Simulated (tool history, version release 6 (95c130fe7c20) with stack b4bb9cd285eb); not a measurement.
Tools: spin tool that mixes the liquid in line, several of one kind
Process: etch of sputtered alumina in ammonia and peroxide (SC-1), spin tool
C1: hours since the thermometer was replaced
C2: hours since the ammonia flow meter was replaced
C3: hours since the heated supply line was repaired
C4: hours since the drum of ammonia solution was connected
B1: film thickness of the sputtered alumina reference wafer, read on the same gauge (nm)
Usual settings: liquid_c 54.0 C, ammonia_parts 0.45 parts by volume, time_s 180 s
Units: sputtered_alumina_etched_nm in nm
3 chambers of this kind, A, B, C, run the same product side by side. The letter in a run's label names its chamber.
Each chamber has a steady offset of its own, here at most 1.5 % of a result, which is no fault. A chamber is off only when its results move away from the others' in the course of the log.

{"hour": 4.0, "done": "chamber B: ammonia flow meter replaced"}
{"run": "1B", "hour": 7.9, "liquid_c": 54.0, "ammonia_parts": 0.45, "time_s": 180, "C1": 239.0, "C2": 4.0, "C3": 142.9, "C4": 33.4, "B1": 119.99, "sputtered_alumina_etched_nm": 10.104}
{"run": "2A", "hour": 13.6, "liquid_c": 54.0, "ammonia_parts": 0.45, "time_s": 180, "C1": 681.5, "C2": 1096.5, "C3": 814.4, "C4": 102.5, "B1": 120.01, "sputtered_alumina_etched_nm": 9.8463}
{"run": "3C", "hour": 20.8, "liquid_c": 54.0, "ammonia_parts": 0.45, "time_s": 180, "C1": 774.2, "C2": 341.3, "C3": 2435.2, "C4": 361.5, "B1": 120.02, "sputtered_alumina_etched_nm": 9.9287}
{"run": "4A", "hour": 32.5, "liquid_c": 54.0, "ammonia_parts": 0.45, "time_s": 180, "C1": 700.4, "C2": 1115.4, "C3": 833.3, "C4": 121.4, "B1": 120.02, "sputtered_alumina_etched_nm": 9.8308}
{"run": "5B", "hour": 45.6, "liquid_c": 54.0, "ammonia_parts": 0.45, "time_s": 180, "C1": 276.7, "C2": 41.7, "C3": 180.6, "C4": 71.1, "B1": 119.99, "sputtered_alumina_etched_nm": 10.053}
{"run": "6C", "hour": 52.1, "liquid_c": 54.0, "ammonia_parts": 0.45, "time_s": 180, "C1": 805.5, "C2": 372.6, "C3": 2466.5, "C4": 392.8, "B1": 120.01, "sputtered_alumina_etched_nm": 9.7729}
{"run": "7A", "hour": 58.8, "liquid_c": 54.0, "ammonia_parts": 0.45, "time_s": 180, "C1": 726.7, "C2": 1141.7, "C3": 859.6, "C4": 147.7, "B1": 120.02, "sputtered_alumina_etched_nm": 9.8044}
{"run": "8C", "hour": 65.5, "liquid_c": 54.0, "ammonia_parts": 0.45, "time_s": 180, "C1": 818.9, "C2": 386.0, "C3": 2479.9, "C4": 406.2, "B1": 120.01, "sputtered_alumina_etched_nm": 9.8298}
{"run": "9B", "hour": 76.6, "liquid_c": 54.0, "ammonia_parts": 0.45, "time_s": 180, "C1": 307.7, "C2": 72.7, "C3": 211.6, "C4": 102.1, "B1": 120.02, "sputtered_alumina_etched_nm": 9.9921}
{"run": "10B", "hour": 84.8, "liquid_c": 54.0, "ammonia_parts": 0.45, "time_s": 180, "C1": 315.9, "C2": 80.9, "C3": 219.8, "C4": 110.3, "B1": 120.0, "sputtered_alumina_etched_nm": 10.055}
{"run": "11C", "hour": 93.4, "liquid_c": 54.0, "ammonia_parts": 0.45, "time_s": 180, "C1": 846.8, "C2": 413.9, "C3": 2507.8, "C4": 434.1, "B1": 119.99, "sputtered_alumina_etched_nm": 9.8581}
{"run": "12A", "hour": 102.8, "liquid_c": 54.0, "ammonia_parts": 0.45, "time_s": 180, "C1": 770.7, "C2": 1185.7, "C3": 903.6, "C4": 191.7, "B1": 119.99, "sputtered_alumina_etched_nm": 9.6424}
{"run": "13B", "hour": 110.0, "liquid_c": 54.0, "ammonia_parts": 0.45, "time_s": 180, "C1": 341.1, "C2": 106.1, "C3": 245.0, "C4": 135.5, "B1": 120.0, "sputtered_alumina_etched_nm": 9.9011}
{"run": "14A", "hour": 120.9, "liquid_c": 54.0, "ammonia_parts": 0.45, "time_s": 180, "C1": 788.8, "C2": 1203.8, "C3": 921.7, "C4": 209.8, "B1": 120.01, "sputtered_alumina_etched_nm": 9.6345}
{"run": "15C", "hour": 133.8, "liquid_c": 54.0, "ammonia_parts": 0.45, "time_s": 265, "C1": 887.2, "C2": 454.3, "C3": 2548.2, "C4": 474.5, "B1": 120.01, "sputtered_alumina_etched_nm": 14.563}
{"run": "16A", "hour": 140.0, "liquid_c": 54.0, "ammonia_parts": 0.45, "time_s": 265, "C1": 807.9, "C2": 1222.9, "C3": 940.8, "C4": 228.9, "B1": 119.99, "sputtered_alumina_etched_nm": 14.109}
{"run": "17C", "hour": 149.9, "liquid_c": 54.0, "ammonia_parts": 0.45, "time_s": 265, "C1": 903.3, "C2": 470.4, "C3": 2564.3, "C4": 490.6, "B1": 120.0, "sputtered_alumina_etched_nm": 14.633}
{"run": "18B", "hour": 158.2, "liquid_c": 54.0, "ammonia_parts": 0.45, "time_s": 180, "C1": 389.3, "C2": 154.3, "C3": 293.2, "C4": 183.7, "B1": 120.02, "sputtered_alumina_etched_nm": 9.9724}
{"run": "19A", "hour": 169.3, "liquid_c": 54.0, "ammonia_parts": 0.45, "time_s": 180, "C1": 837.2, "C2": 1252.2, "C3": 970.1, "C4": 258.2, "B1": 120.01, "sputtered_alumina_etched_nm": 9.421}
{"run": "20C", "hour": 178.0, "liquid_c": 54.0, "ammonia_parts": 0.6, "time_s": 115, "C1": 931.4, "C2": 498.5, "C3": 2592.4, "C4": 518.7, "B1": 120.02, "sputtered_alumina_etched_nm": 6.4794}
{"run": "21B", "hour": 183.8, "liquid_c": 54.0, "ammonia_parts": 0.6, "time_s": 115, "C1": 414.9, "C2": 179.9, "C3": 318.8, "C4": 209.3, "B1": 120.0, "sputtered_alumina_etched_nm": 6.5812}
{"run": "22B", "hour": 195.1, "liquid_c": 54.0, "ammonia_parts": 0.6, "time_s": 115, "C1": 426.2, "C2": 191.2, "C3": 330.1, "C4": 220.6, "B1": 120.0, "sputtered_alumina_etched_nm": 6.5916}
{"run": "23A", "hour": 202.1, "liquid_c": 54.0, "ammonia_parts": 0.45, "time_s": 180, "C1": 870.0, "C2": 1285.0, "C3": 1002.9, "C4": 291.0, "B1": 120.01, "sputtered_alumina_etched_nm": 9.3782}
{"run": "24C", "hour": 208.9, "liquid_c": 63.5, "ammonia_parts": 0.45, "time_s": 180, "C1": 962.3, "C2": 529.4, "C3": 2623.3, "C4": 549.6, "B1": 120.0, "sputtered_alumina_etched_nm": 16.099}
{"run": "25C", "hour": 219.0, "liquid_c": 63.5, "ammonia_parts": 0.45, "time_s": 180, "C1": 972.4, "C2": 539.5, "C3": 2633.4, "C4": 559.7, "B1": 120.0, "sputtered_alumina_etched_nm": 16.183}
{"run": "26B", "hour": 231.7, "liquid_c": 63.5, "ammonia_parts": 0.45, "time_s": 180, "C1": 462.8, "C2": 227.8, "C3": 366.7, "C4": 257.2, "B1": 119.99, "sputtered_alumina_etched_nm": 16.485}

Next, every chamber runs the same settings. What will each give?
{"run": "27A", "hour": 241.1, "liquid_c": 54.0, "ammonia_parts": 0.45, "time_s": 180, "sputtered_alumina_etched_nm": "?"}
{"run": "27B", "hour": 241.1, "liquid_c": 54.0, "ammonia_parts": 0.45, "time_s": 180, "sputtered_alumina_etched_nm": "?"}
{"run": "27C", "hour": 241.1, "liquid_c": 54.0, "ammonia_parts": 0.45, "time_s": 180, "sputtered_alumina_etched_nm": "?"}

run=27A sputtered_alumina_etched_nm=9.2268
run=27B sputtered_alumina_etched_nm=10.0150
run=27C sputtered_alumina_etched_nm=9.8561

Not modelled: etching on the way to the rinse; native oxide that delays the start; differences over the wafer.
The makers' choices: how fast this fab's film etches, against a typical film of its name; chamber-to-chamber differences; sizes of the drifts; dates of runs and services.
